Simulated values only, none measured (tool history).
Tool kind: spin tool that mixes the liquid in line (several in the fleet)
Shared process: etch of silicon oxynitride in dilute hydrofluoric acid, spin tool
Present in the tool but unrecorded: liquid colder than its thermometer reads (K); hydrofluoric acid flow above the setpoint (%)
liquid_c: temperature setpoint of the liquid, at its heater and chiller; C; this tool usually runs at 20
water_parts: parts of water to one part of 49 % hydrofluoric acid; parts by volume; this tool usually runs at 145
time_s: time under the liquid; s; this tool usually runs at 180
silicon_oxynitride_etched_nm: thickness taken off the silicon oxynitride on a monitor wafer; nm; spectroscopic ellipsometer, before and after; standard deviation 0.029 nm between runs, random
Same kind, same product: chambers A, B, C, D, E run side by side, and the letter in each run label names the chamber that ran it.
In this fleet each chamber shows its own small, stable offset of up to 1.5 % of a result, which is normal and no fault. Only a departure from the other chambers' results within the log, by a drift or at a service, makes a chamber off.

run     day  liquid_c  water_parts  time_s  hours since the thermometer was replaced  hours since the hydrofluoric acid flow meter was replaced  read-back film thickness of the silicon oxynitride reference wafer, read on the same gauge (nm)  silicon_oxynitride_etched_nm
        0.3  -- chamber A: thermometer replaced
 1A   0.333        20          145     180                                       0.9                                                     1364.8                                                                                           139.98                        3.2368
 2D   0.717        20          145     180                                     702.2                                                      142.5                                                                                           140.03                        3.1681
 3E   1.379        20          145     180                                      1992                                                      514.8                                                                                           139.96                        3.2141
 4B   1.888        20          145     180                                      93.8                                                     2129.4                                                                                           139.98                        3.2594
 5C   2.371        20          145     180                                     839.4                                                      657.6                                                                                           139.98                        3.2428
 6C   2.792        20          145     180                                     849.5                                                      667.7                                                                                           139.98                        3.1972
 7B   3.308        20          145     180                                     127.9                                                     2163.5                                                                                           140.01                        3.2802
 8E   3.625        20          145     180                                    2045.9                                                      568.7                                                                                           139.97                        3.2324
 9A   4.033        20          145     180                                      89.7                                                     1453.6                                                                                              140                         3.261
10D   4.471      24.5          100     180                                     792.3                                                      232.6                                                                                           140.01                         5.935
11A    4.85      24.5          100     180                                     109.3                                                     1473.2                                                                                              140                        6.0462
12D   5.533      24.5          100     180                                     817.8                                                      258.1                                                                                           140.02                        5.8808
13E   6.017      24.5          100     180                                    2103.3                                                      626.1                                                                                           140.02                        6.1132
      6.038  -- chamber B: hydrofluoric acid flow meter replaced
14C   6.529      24.5          100     180                                     939.2                                                      757.4                                                                                           140.01                        5.9661
      6.679  -- chamber D: thermometer replaced
15B   7.196        20          145     180                                     221.2                                                       27.9                                                                                           139.98                        3.2548
16A   7.796        20          145     180                                       180                                                     1543.9                                                                                           140.01                        3.2294
17B   8.471        20          145     135                                     251.8                                                       58.5                                                                                           139.99                        2.4268
18D   8.788        20          145     135                                      50.7                                                      336.2                                                                                              140                        2.3981
19E   9.171        20          145     135                                      2179                                                      701.8                                                                                           139.96                        2.5031
      9.496  -- chamber E: thermometer replaced
20C   9.825        20          145     135                                    1018.3                                                      836.5                                                                                           140.01                        2.4016
21D  10.217        20          145     135                                        85                                                      370.5                                                                                           140.03                        2.3867
22B  10.642        20          145     180                                     303.9                                                      110.6                                                                                              140                        3.2685
23C  11.171        20          145     180                                    1050.6                                                      868.8                                                                                           140.02                        3.1985
24A  11.858        20          145     180                                     277.5                                                     1641.4                                                                                           139.99                        3.3018
25E  12.304        20          145     180                                      67.5                                                        777                                                                                              140                         3.384
26B  12.733        20          145     180                                     354.1                                                      160.8                                                                                           139.97                        3.2066
27E  13.146        20          145     180                                      87.7                                                      797.2                                                                                           140.01                        3.3841
28D  13.454        20          145     180                                     162.7                                                      448.2                                                                                           140.02                        3.1924
29C  13.938        20          145     180                                      1117                                                      935.2                                                                                           140.01                        3.2473
30A  14.462        20          145     180                                       340                                                     1703.9                                                                                           140.01                        3.2347
31A  14.871        20          145     180                                     349.8                                                     1713.7                                                                                              140                        3.2647
32C  15.175        20          145     180                                    1146.7                                                      964.9                                                                                           140.02                        3.2056
33B  15.758        20          145     180                                     426.7                                                      233.4                                                                                           140.02                        3.2487
34D  16.446        20          145     180                                     234.5                                                        520                                                                                           140.02                        3.2136
35E  16.896        20          145     180                                     177.7                                                      887.2                                                                                           140.02                        3.4245
36C  17.438        20          145     180                                      1201                                                     1019.2                                                                                           139.98                        3.2348
37E  17.854        20          145     180                                     200.7                                                      910.2                                                                                           139.99                        3.4939

The same settings go to every chamber for the next run, one line per chamber below. Forecast the results for each:
38A  18.354        20          145     180                                                                                                                                                                                                                                   ?
38B  18.354        20          145     180                                                                                                                                                                                                                                   ?
38C  18.354        20          145     180                                                                                                                                                                                                                                   ?
38D  18.354        20          145     180                                                                                                                                                                                                                                   ?
38E  18.354        20          145     180                                                                                                                                                                                                                                   ?

run  silicon_oxynitride_etched_nm
38A                        3.2588
38B                        3.2677
38C                        3.2057
38D                        3.1939
38E                        3.5107
